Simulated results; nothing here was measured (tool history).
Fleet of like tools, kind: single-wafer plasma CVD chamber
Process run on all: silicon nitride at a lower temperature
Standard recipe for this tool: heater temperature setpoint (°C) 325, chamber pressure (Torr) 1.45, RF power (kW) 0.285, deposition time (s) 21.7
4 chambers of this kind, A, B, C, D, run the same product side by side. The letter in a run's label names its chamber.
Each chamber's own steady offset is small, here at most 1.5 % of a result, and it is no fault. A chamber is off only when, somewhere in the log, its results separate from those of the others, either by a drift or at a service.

| run | day | heater temperature setpoint (°C) | chamber pressure (Torr) | RF power (kW) | deposition time (s) | read-back reference wafer on the same gauge, thickness_nm | mean film thickness on the monitor wafer (nm) |
|---|---|---|---|---|---|---|---|
| 1D | 0.367 | 325 | 1.45 | 0.285 | 21.7 | 20.498 | 24.067 |
| 2C | 0.646 | 325 | 1.45 | 0.285 | 21.7 | 20.500 | 24.381 |
| 3B | 0.850 | 325 | 1.45 | 0.285 | 21.7 | 20.501 | 23.830 |
| 4A | 1.083 | 325 | 1.45 | 0.285 | 21.7 | 20.488 | 24.071 |
| 5B | 1.271 | 331 | 1.25 | 0.285 | 21.7 | 20.505 | 22.967 |
|  | 1.562 | chamber A: RF generator calibrated |
| 6A | 1.700 | 331 | 1.25 | 0.285 | 21.7 | 20.495 | 23.251 |
| 7C | 2.142 | 331 | 1.25 | 0.285 | 21.7 | 20.495 | 23.263 |
| 8D | 2.354 | 331 | 1.25 | 0.285 | 21.7 | 20.490 | 22.958 |
| 9A | 2.721 | 325 | 1.65 | 0.285 | 21.7 | 20.497 | 25.319 |
| 10C | 2.996 | 325 | 1.65 | 0.285 | 21.7 | 20.500 | 25.412 |
| 11D | 3.383 | 325 | 1.65 | 0.285 | 21.7 | 20.504 | 24.903 |
| 12B | 3.688 | 325 | 1.65 | 0.285 | 21.7 | 20.493 | 24.741 |
| 13A | 4.038 | 325 | 1.45 | 0.285 | 21.7 | 20.507 | 24.323 |
| 14B | 4.346 | 325 | 1.45 | 0.285 | 21.7 | 20.513 | 24.011 |
| 15C | 4.771 | 325 | 1.45 | 0.285 | 21.7 | 20.498 | 24.457 |
| 16D | 4.979 | 325 | 1.45 | 0.285 | 18.9 | 20.503 | 20.947 |
| 17A | 5.400 | 325 | 1.45 | 0.285 | 18.9 | 20.503 | 21.255 |
| 18B | 5.625 | 325 | 1.45 | 0.285 | 18.9 | 20.498 | 20.849 |
|  | 5.667 | chamber B: RF generator calibrated |
| 19C | 5.967 | 325 | 1.45 | 0.285 | 18.9 | 20.494 | 21.194 |
| 20D | 6.204 | 325 | 1.45 | 0.320 | 21.7 | 20.502 | 25.903 |
| 21A | 6.458 | 325 | 1.45 | 0.320 | 21.7 | 20.493 | 26.290 |
| 22B | 6.817 | 325 | 1.45 | 0.320 | 21.7 | 20.493 | 25.840 |
| 23C | 7.154 | 325 | 1.45 | 0.320 | 21.7 | 20.495 | 26.369 |
| 24D | 7.558 | 325 | 1.45 | 0.285 | 21.7 | 20.494 | 23.778 |
| 25B | 7.988 | 325 | 1.45 | 0.255 | 21.7 | 20.501 | 22.218 |
| 26D | 8.296 | 325 | 1.45 | 0.255 | 21.7 | 20.507 | 22.237 |
| 27C | 8.608 | 325 | 1.45 | 0.255 | 21.7 | 20.492 | 22.577 |
| 28A | 8.888 | 325 | 1.45 | 0.255 | 21.7 | 20.503 | 22.529 |
| 29A | 9.125 | 325 | 1.45 | 0.285 | 21.7 | 20.496 | 24.266 |
| 30C | 9.388 | 325 | 1.45 | 0.285 | 21.7 | 20.493 | 24.457 |
| 31B | 9.683 | 325 | 1.45 | 0.320 | 23.3 | 20.503 | 27.601 |
| 32D | 10.004 | 325 | 1.45 | 0.320 | 23.3 | 20.491 | 27.702 |
| 33C | 10.200 | 325 | 1.45 | 0.320 | 23.3 | 20.498 | 28.270 |
| 34D | 10.588 | 325 | 1.45 | 0.320 | 23.3 | 20.510 | 27.544 |
| 35A | 10.912 | 325 | 1.45 | 0.285 | 21.7 | 20.507 | 24.233 |
| 36B | 11.262 | 325 | 1.45 | 0.285 | 21.7 | 20.487 | 23.947 |
| 37C | 11.621 | 325 | 1.45 | 0.285 | 21.7 | 20.506 | 24.335 |
| 38D | 11.950 | 325 | 1.45 | 0.285 | 21.7 | 20.512 | 23.711 |
| 39A | 12.288 | 325 | 1.45 | 0.285 | 21.7 | 20.507 | 24.311 |
| 40B | 12.696 | 325 | 1.45 | 0.285 | 21.7 | 20.500 | 23.973 |
| 41B | 12.925 | 325 | 1.45 | 0.285 | 21.7 | 20.506 | 23.917 |

All chambers now run identical settings, listed one chamber a line with results as question marks. What results will each chamber show?
| 42A | 13.242 | 325 | 1.45 | 0.285 | 21.7 |  | ? |
| 42B | 13.242 | 325 | 1.45 | 0.285 | 21.7 |  | ? |
| 42C | 13.242 | 325 | 1.45 | 0.285 | 21.7 |  | ? |
| 42D | 13.242 | 325 | 1.45 | 0.285 | 21.7 |  | ? |

| run | mean film thickness on the monitor wafer (nm) |
|---|---|
| 42A | 24.258 |
| 42B | 23.909 |
| 42C | 24.548 |
| 42D | 23.692 |

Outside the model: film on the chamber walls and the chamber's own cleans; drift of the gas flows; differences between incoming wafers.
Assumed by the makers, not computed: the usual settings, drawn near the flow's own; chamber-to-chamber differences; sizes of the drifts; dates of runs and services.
